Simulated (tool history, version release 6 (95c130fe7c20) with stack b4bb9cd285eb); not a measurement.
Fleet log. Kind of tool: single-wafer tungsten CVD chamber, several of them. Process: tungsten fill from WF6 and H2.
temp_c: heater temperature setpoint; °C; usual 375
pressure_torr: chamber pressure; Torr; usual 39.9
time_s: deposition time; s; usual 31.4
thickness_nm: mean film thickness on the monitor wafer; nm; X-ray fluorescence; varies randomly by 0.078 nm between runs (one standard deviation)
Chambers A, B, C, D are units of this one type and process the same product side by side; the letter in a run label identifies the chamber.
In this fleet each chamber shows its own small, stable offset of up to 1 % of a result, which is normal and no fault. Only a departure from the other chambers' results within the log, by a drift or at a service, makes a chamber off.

run,day,temp_c,pressure_torr,time_s,"read-back reference wafer on the same gauge, thickness_nm",thickness_nm
1B,0.179,375,39.9,31.4,53.006,63.976
2D,0.4,375,39.9,31.4,53.024,64.32
3C,0.688,375,39.9,31.4,53.027,63.827
4A,0.929,375,39.9,31.4,53.036,64.061
5C,1.225,375,39.9,26.7,53.042,54.247
6D,1.371,375,39.9,26.7,53.037,54.774
7B,1.658,375,39.9,26.7,53.035,54.358
8A,1.842,375,39.9,26.7,53.057,54.406
9D,2.029,375,39.9,31.4,53.07,64.472
10C,2.196,375,39.9,31.4,53.063,63.823
11A,2.458,375,49,25.6,53.083,57.339
12B,2.708,375,49,25.6,53.085,57.383
13A,2.962,375,49,25.6,53.09,57.223
14B,3.112,375,49,25.6,53.084,57.548
15C,3.308,375,39.9,31.4,53.104,63.965
16D,3.575,375,39.9,31.4,53.111,64.524
17C,3.725,375,39.9,31.4,53.107,63.895
18B,3.95,375,39.9,31.4,53.113,64.121
19D,4.125,375,39.9,31.4,53.096,64.508
20A,4.283,389,39.9,31.4,53.142,84.88
21D,4.508,389,39.9,31.4,53.151,85.168
22B,4.721,389,39.9,31.4,53.131,84.832
23A,4.862,389,39.9,31.4,53.151,84.873
24C,5.004,369,35.8,31.4,53.135,53.699
25D,5.254,369,35.8,31.4,53.155,54.086
26B,5.467,369,35.8,31.4,53.176,53.819
27C,5.604,369,35.8,31.4,53.168,53.815
28A,5.746,375,39.9,31.4,53.19,64.016
29A,5.908,375,39.9,31.4,53.177,64.117
30C,6.15,375,39.9,31.4,53.191,63.921
31B,6.383,375,39.9,31.4,53.173,64.17
32D,6.521,375,39.9,31.4,53.194,64.688
33B,6.704,375,39.9,31.4,53.191,64.129
34A,6.929,375,39.9,31.4,53.214,64.163
# day 6.946: chamber B: capacitance manometer re-zeroed and calibrated
35D,7.208,375,39.9,31.4,53.225,64.553
36C,7.517,375,39.9,31.4,53.226,64.069
37D,7.679,375,39.9,31.4,53.234,64.6
38A,7.938,375,39.9,31.4,53.243,64.147
39C,8.138,375,39.9,31.4,53.223,64.049
40B,8.383,375,39.9,31.4,53.262,64.331
41A,8.562,375,39.9,31.4,53.26,64.285

All chambers now run identical settings, listed one chamber a line with results as question marks. What results will each chamber show?
42A,8.783,375,39.9,31.4,,?
42B,8.783,375,39.9,31.4,,?
42C,8.783,375,39.9,31.4,,?
42D,8.783,375,39.9,31.4,,?

run,thickness_nm
42A,64.203
42B,64.192
42C,63.952
42D,64.61
